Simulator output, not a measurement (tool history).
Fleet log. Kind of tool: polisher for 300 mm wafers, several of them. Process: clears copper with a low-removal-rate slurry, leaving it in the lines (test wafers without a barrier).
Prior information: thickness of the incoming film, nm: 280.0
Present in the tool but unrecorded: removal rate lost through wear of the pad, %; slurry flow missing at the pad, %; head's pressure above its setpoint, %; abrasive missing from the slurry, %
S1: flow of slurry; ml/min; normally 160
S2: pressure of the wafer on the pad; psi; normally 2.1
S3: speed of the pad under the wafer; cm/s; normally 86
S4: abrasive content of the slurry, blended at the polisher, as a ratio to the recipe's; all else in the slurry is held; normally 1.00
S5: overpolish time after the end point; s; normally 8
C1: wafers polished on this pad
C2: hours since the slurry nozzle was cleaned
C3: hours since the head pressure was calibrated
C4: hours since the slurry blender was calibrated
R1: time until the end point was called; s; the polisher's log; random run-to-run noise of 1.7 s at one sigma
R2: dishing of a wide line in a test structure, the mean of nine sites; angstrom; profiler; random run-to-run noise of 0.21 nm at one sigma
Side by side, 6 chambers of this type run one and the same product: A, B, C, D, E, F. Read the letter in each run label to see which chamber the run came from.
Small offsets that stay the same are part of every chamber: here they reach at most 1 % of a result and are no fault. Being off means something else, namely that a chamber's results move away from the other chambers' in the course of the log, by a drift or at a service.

-- hour=5.5 chamber C: worn pad replaced by a new one
run 1C hour=9.4 | S1=160 S2=2.1 S3=86 S4=1.00 S5=8 | C1=32 C2=180.5 C3=475.8 C4=15.1 | R1=176.64 R2=99.213
-- hour=11.6 chamber D: head pressure recalibrated
-- hour=13.5 chamber E: worn pad replaced by a new one
run 2F hour=18.5 | S1=160 S2=2.1 S3=86 S4=1.00 S5=8 | C1=984 C2=190.3 C3=179.2 C4=169.7 | R1=171.83 R2=96.001
run 3E hour=29.6 | S1=160 S2=2.1 S3=86 S4=1.00 S5=8 | C1=134 C2=586.1 C3=824.1 C4=491.8 | R1=173.35 R2=93.085
-- hour=35.8 chamber E: slurry blender recalibrated
run 4D hour=40.1 | S1=160 S2=2.1 S3=86 S4=1.00 S5=8 | C1=924 C2=258.9 C3=28.6 C4=265.7 | R1=175.24 R2=95.930
run 5B hour=47.4 | S1=160 S2=2.1 S3=86 S4=1.00 S5=8 | C1=1194 C2=159.0 C3=621.4 C4=145.0 | R1=173.02 R2=94.560
-- hour=51.0 chamber D: worn pad replaced by a new one
run 6A hour=58.0 | S1=160 S2=2.1 S3=86 S4=1.00 S5=8 | C1=485 C2=252.3 C3=537.3 C4=330.3 | R1=179.60 R2=94.744
-- hour=67.2 chamber F: worn pad replaced by a new one
run 7F hour=67.9 | S1=160 S2=2.1 S3=86 S4=1.00 S5=8 | C1=6 C2=239.7 C3=228.6 C4=219.1 | R1=171.68 R2=94.298
-- hour=74.0 chamber B: worn pad replaced by a new one
-- hour=80.9 chamber A: worn pad replaced by a new one
run 8D hour=81.8 | S1=160 S2=2.1 S3=86 S4=1.00 S5=8 | C1=256 C2=300.6 C3=70.3 C4=307.4 | R1=173.44 R2=94.576
-- hour=90.2 chamber C: worn pad replaced by a new one
run 9B hour=90.5 | S1=160 S2=2.1 S3=86 S4=1.00 S5=8 | C1=137 C2=202.1 C3=664.5 C4=188.1 | R1=172.63 R2=90.156
run 10A hour=102.4 | S1=160 S2=2.1 S3=86 S4=1.00 S5=8 | C1=179 C2=296.7 C3=581.7 C4=374.7 | R1=175.70 R2=94.732
-- hour=107.2 chamber E: slurry nozzle cleaned
run 11E hour=109.2 | S1=160 S2=2.1 S3=86 S4=1.00 S5=8 | C1=795 C2=2.0 C3=903.7 C4=73.5 | R1=181.19 R2=93.865
-- hour=111.4 chamber E: worn pad replaced by a new one
run 12C hour=118.1 | S1=160 S2=2.1 S3=86 S4=1.00 S5=8 | C1=232 C2=289.2 C3=584.5 C4=123.8 | R1=176.47 R2=94.849
-- hour=125.2 chamber B: head pressure recalibrated
run 13A hour=132.9 | S1=160 S2=2.1 S3=86 S4=1.00 S5=8 | C1=432 C2=327.2 C3=612.2 C4=405.2 | R1=176.00 R2=96.413
run 14D hour=142.5 | S1=160 S2=2.1 S3=86 S4=1.00 S5=8 | C1=760 C2=361.3 C3=131.0 C4=368.1 | R1=175.39 R2=93.830
-- hour=144.3 chamber B: slurry nozzle cleaned
-- hour=146.9 chamber D: worn pad replaced by a new one
-- hour=147.6 chamber A: worn pad replaced by a new one
run 15C hour=153.1 | S1=160 S2=2.1 S3=86 S4=1.00 S5=8 | C1=522 C2=324.2 C3=619.5 C4=158.8 | R1=176.44 R2=97.123
-- hour=156.4 chamber C: worn pad replaced by a new one
run 16E hour=166.3 | S1=195 S2=2.1 S3=86 S4=1.00 S5=8 | C1=456 C2=59.1 C3=960.8 C4=130.6 | R1=171.72 R2=94.136
-- hour=172.3 chamber F: slurry nozzle cleaned
-- hour=175.3 chamber A: slurry blender recalibrated
run 17B hour=181.1 | S1=195 S2=2.1 S3=86 S4=1.00 S5=8 | C1=889 C2=36.9 C3=55.9 C4=278.7 | R1=174.60 R2=91.123
run 18F hour=193.6 | S1=195 S2=2.1 S3=86 S4=1.00 S5=8 | C1=1050 C2=21.4 C3=354.3 C4=344.8 | R1=172.04 R2=97.823
run 19B hour=200.9 | S1=195 S2=2.1 S3=86 S4=1.00 S5=8 | C1=1054 C2=56.7 C3=75.7 C4=298.5 | R1=176.61 R2=92.175
run 20F hour=207.9 | S1=195 S2=2.1 S3=86 S4=1.00 S5=8 | C1=1168 C2=35.7 C3=368.6 C4=359.1 | R1=169.34 R2=97.041
-- hour=213.4 chamber E: worn pad replaced by a new one
run 21D hour=222.4 | S1=195 S2=2.1 S3=86 S4=1.00 S5=8 | C1=627 C2=441.2 C3=210.9 C4=448.0 | R1=168.40 R2=93.615
-- hour=223.2 chamber D: slurry nozzle cleaned
-- hour=225.9 chamber F: worn pad replaced by a new one
-- hour=227.4 chamber A: worn pad replaced by a new one
-- hour=228.3 chamber C: slurry blender recalibrated
run 22E hour=230.1 | S1=160 S2=2.1 S3=86 S4=1.00 S5=8 | C1=138 C2=122.9 C3=1024.6 C4=194.4 | R1=174.03 R2=93.992
-- hour=238.8 chamber C: worn pad replaced by a new one
-- hour=238.8 chamber D: slurry blender recalibrated
run 23C hour=241.6 | S1=160 S2=2.1 S3=86 S4=1.25 S5=8 | C1=23 C2=412.7 C3=708.0 C4=13.4 | R1=167.90 R2=96.445
run 24A hour=248.1 | S1=160 S2=2.1 S3=86 S4=1.25 S5=8 | C1=172 C2=442.4 C3=727.4 C4=72.8 | R1=164.89 R2=99.924
-- hour=249.9 chamber B: worn pad replaced by a new one
-- hour=250.2 chamber C: slurry nozzle cleaned
-- hour=250.6 chamber D: worn pad replaced by a new one
-- hour=252.0 chamber E: head pressure recalibrated
run 25C hour=255.9 | S1=160 S2=2.1 S3=86 S4=1.25 S5=8 | C1=142 C2=5.7 C3=722.3 C4=27.7 | R1=165.09 R2=94.135
run 26A hour=269.6 | S1=160 S2=2.1 S3=86 S4=1.25 S5=8 | C1=351 C2=463.9 C3=748.9 C4=94.3 | R1=167.69 R2=102.360
run 27F hour=279.2 | S1=160 S2=2.1 S3=86 S4=1.25 S5=8 | C1=443 C2=107.0 C3=439.9 C4=430.4 | R1=165.81 R2=99.735
run 28B hour=288.5 | S1=160 S2=2.1 S3=86 S4=1.25 S5=8 | C1=321 C2=144.3 C3=163.3 C4=386.1 | R1=173.29 R2=94.015
-- hour=299.2 chamber F: slurry blender recalibrated
-- hour=301.8 chamber E: worn pad replaced by a new one
-- hour=302.3 chamber A: worn pad replaced by a new one
run 29D hour=302.3 | S1=160 S2=2.1 S3=86 S4=1.00 S5=8 | C1=430 C2=79.2 C3=290.8 C4=63.6 | R1=176.92 R2=95.104
-- hour=306.8 chamber C: worn pad replaced by a new one
run 30E hour=312.8 | S1=160 S2=2.1 S3=60 S4=1.00 S5=11 | C1=91 C2=205.6 C3=60.8 C4=277.1 | R1=253.38 R2=89.248
run 31A hour=327.6 | S1=160 S2=2.1 S3=60 S4=1.00 S5=11 | C1=210 C2=521.9 C3=806.9 C4=152.3 | R1=252.24 R2=88.049
run 32B hour=338.1 | S1=160 S2=2.1 S3=60 S4=1.00 S5=11 | C1=733 C2=193.9 C3=212.9 C4=435.7 | R1=263.55 R2=84.661
run 33F hour=345.7 | S1=160 S2=2.1 S3=60 S4=1.00 S5=11 | C1=995 C2=173.5 C3=506.4 C4=46.5 | R1=254.24 R2=94.356
-- hour=350.1 chamber D: worn pad replaced by a new one
run 34E hour=355.7 | S1=160 S2=2.1 S3=60 S4=1.00 S5=11 | C1=448 C2=248.5 C3=103.7 C4=320.0 | R1=253.50 R2=91.138
run 35D hour=362.9 | S1=160 S2=2.1 S3=60 S4=1.00 S5=11 | C1=106 C2=139.8 C3=351.4 C4=124.2 | R1=256.76 R2=90.524
run 36C hour=374.7 | S1=160 S2=2.1 S3=86 S4=1.00 S5=8 | C1=564 C2=124.5 C3=841.1 C4=146.5 | R1=170.62 R2=96.033
-- hour=377.4 chamber A: worn pad replaced by a new one
run 37A hour=388.3 | S1=160 S2=2.1 S3=86 S4=1.00 S5=8 | C1=90 C2=582.6 C3=867.6 C4=213.0 | R1=173.72 R2=94.294

Next, all 6 chambers run the settings below, one line each with question marks for the results. What does each chamber give?
run 38A hour=398.9 | S1=160 S2=2.1 S3=96 S4=1.00 S5=8 | R1=? R2=?
run 38B hour=398.9 | S1=160 S2=2.1 S3=96 S4=1.00 S5=8 | R1=? R2=?
run 38C hour=398.9 | S1=160 S2=2.1 S3=96 S4=1.00 S5=8 | R1=? R2=?
run 38D hour=398.9 | S1=160 S2=2.1 S3=96 S4=1.00 S5=8 | R1=? R2=?
run 38E hour=398.9 | S1=160 S2=2.1 S3=96 S4=1.00 S5=8 | R1=? R2=?
run 38F hour=398.9 | S1=160 S2=2.1 S3=96 S4=1.00 S5=8 | R1=? R2=?

run=38A R1=158.11 R2=106.470
run=38B R1=170.02 R2=93.762
run=38C R1=157.46 R2=98.750
run=38D R1=156.67 R2=102.960
run=38E R1=160.23 R2=101.660
run=38F R1=156.67 R2=106.690

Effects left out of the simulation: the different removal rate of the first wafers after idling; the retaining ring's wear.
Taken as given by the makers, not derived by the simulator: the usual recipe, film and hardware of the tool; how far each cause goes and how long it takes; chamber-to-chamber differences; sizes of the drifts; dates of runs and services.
